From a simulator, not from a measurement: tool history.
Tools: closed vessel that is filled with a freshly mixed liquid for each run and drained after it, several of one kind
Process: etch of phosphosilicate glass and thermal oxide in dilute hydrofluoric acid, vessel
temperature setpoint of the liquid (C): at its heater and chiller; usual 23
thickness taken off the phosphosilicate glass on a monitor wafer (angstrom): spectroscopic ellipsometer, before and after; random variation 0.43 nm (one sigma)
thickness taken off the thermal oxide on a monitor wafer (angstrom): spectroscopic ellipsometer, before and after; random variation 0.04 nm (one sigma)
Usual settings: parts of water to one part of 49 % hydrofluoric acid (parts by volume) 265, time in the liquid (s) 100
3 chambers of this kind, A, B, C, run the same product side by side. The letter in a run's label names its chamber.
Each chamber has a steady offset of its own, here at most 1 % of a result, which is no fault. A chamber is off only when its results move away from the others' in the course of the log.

| run | hour | temperature setpoint of the liquid (C) | parts of water to one part of 49 % hydrofluoric acid (parts by volume) | time in the liquid (s) | read-back film thickness of the phosphosilicate glass reference wafer, read on the same gauge (nm) | read-back film thickness of the thermal oxide reference wafer, read on the same gauge (nm) | thickness taken off the phosphosilicate glass on a monitor wafer (angstrom) | thickness taken off the thermal oxide on a monitor wafer (angstrom) |
|---|---|---|---|---|---|---|---|---|
| 1A | 5.9 | 23 | 265 | 100 | 109.99 | 60.009 | 523.28 | 14.437 |
| 2C | 14.6 | 23 | 265 | 100 | 110.04 | 59.958 | 511.68 | 15.157 |
| 3B | 20.1 | 23 | 265 | 100 | 110 | 60.025 | 522.52 | 14.83 |
| 4A | 29.3 | 23 | 265 | 100 | 110 | 59.993 | 524.66 | 14.838 |
| 5C | 34.1 | 23 | 265 | 100 | 110.01 | 60.026 | 518.96 | 15.764 |
| 6B | 41.3 | 23 | 265 | 100 | 110.01 | 60.029 | 516.68 | 14.302 |
|  | 41.4 | chamber A: thermometer replaced |
|  | 42.7 | chamber B: hydrofluoric acid flow meter replaced |
| 7A | 50.1 | 23 | 265 | 100 | 110 | 60.018 | 527.04 | 14.843 |
| 8B | 57.9 | 26.5 | 265 | 150 | 109.96 | 60.022 | 884.45 | 24.81 |
| 9C | 65.4 | 26.5 | 265 | 150 | 110.01 | 60.041 | 881.98 | 25.287 |
| 10C | 69.6 | 26.5 | 265 | 150 | 109.99 | 59.961 | 868.84 | 25.692 |
| 11A | 73.6 | 23 | 265 | 100 | 110.02 | 60.056 | 523.34 | 15.089 |
| 12B | 78.7 | 23 | 265 | 100 | 110 | 59.96 | 527.28 | 14.603 |
| 13B | 85.6 | 23 | 265 | 100 | 109.99 | 59.999 | 528.15 | 14.223 |
| 14A | 94.5 | 23 | 265 | 100 | 109.99 | 60.013 | 523.43 | 15.023 |
| 15C | 103.3 | 23 | 265 | 100 | 109.98 | 59.977 | 515.86 | 14.885 |
| 16A | 110.9 | 20.5 | 140 | 100 | 109.99 | 59.987 | 1002.3 | 28.913 |
| 17C | 118.6 | 20.5 | 140 | 100 | 109.99 | 60.003 | 998.83 | 28.707 |
| 18B | 125.3 | 20.5 | 140 | 100 | 110 | 59.984 | 1010.6 | 29.339 |
| 19A | 132.4 | 23 | 265 | 100 | 109.98 | 60.005 | 509.8 | 15.102 |
| 20B | 137.9 | 23 | 265 | 100 | 110 | 60.015 | 524.44 | 15.606 |
| 21C | 146.1 | 23 | 265 | 100 | 110.02 | 59.989 | 520.1 | 14.7 |
| 22A | 151.4 | 23 | 265 | 100 | 110 | 59.985 | 524.63 | 14.784 |
| 23B | 157.4 | 23 | 265 | 100 | 109.99 | 59.999 | 524.98 | 13.812 |
| 24C | 162.4 | 23 | 265 | 100 | 109.99 | 59.985 | 520.57 | 14.641 |
|  | 162.8 | chamber B: thermometer replaced |
| 25C | 169 | 23 | 265 | 100 | 110 | 60 | 520.81 | 15.372 |
| 26A | 177.8 | 23 | 265 | 100 | 109.99 | 60.02 | 516.74 | 15.326 |
| 27B | 186.7 | 23 | 265 | 100 | 109.96 | 59.965 | 516.27 | 14.427 |
| 28A | 192.4 | 23 | 265 | 100 | 110 | 60.039 | 524.15 | 14.377 |
| 29C | 200.8 | 23 | 265 | 100 | 109.99 | 59.982 | 514.53 | 15.036 |
| 30B | 206.8 | 23 | 265 | 100 | 110 | 60.007 | 514.41 | 14.905 |
| 31B | 214.2 | 23 | 265 | 100 | 110 | 59.955 | 519.57 | 14.952 |
| 32C | 220.2 | 23 | 265 | 100 | 109.98 | 59.982 | 522.83 | 14.62 |
| 33A | 227.9 | 23 | 265 | 100 | 109.97 | 60.013 | 522.86 | 14.415 |
| 34A | 233.5 | 23 | 265 | 100 | 109.99 | 60.033 | 522.05 | 15.026 |
| 35B | 241.3 | 24.5 | 265 | 100 | 109.98 | 60.021 | 558.6 | 15.288 |
| 36C | 248.6 | 24.5 | 265 | 100 | 110.01 | 60.001 | 549.51 | 16.194 |
| 37A | 254.2 | 24.5 | 265 | 100 | 110.02 | 59.997 | 558.04 | 15.531 |
| 38B | 259.4 | 18.5 | 335 | 100 | 109.99 | 60.011 | 326.62 | 9.1121 |
| 39C | 267 | 18.5 | 335 | 100 | 109.98 | 59.958 | 334.47 | 9.3321 |

All 3 chambers run these settings next. Forecast each chamber's results:
| 40A | 273.7 | 23 | 145 | 100 |  |  | ? | ? |
| 40B | 273.7 | 23 | 145 | 100 |  |  | ? | ? |
| 40C | 273.7 | 23 | 145 | 100 |  |  | ? | ? |

| run | thickness taken off the phosphosilicate glass on a monitor wafer (angstrom) | thickness taken off the thermal oxide on a monitor wafer (angstrom) |
|---|---|---|
| 40A | 1073.9 | 31.232 |
| 40B | 1078.7 | 31.46 |
| 40C | 1068.6 | 29.385 |

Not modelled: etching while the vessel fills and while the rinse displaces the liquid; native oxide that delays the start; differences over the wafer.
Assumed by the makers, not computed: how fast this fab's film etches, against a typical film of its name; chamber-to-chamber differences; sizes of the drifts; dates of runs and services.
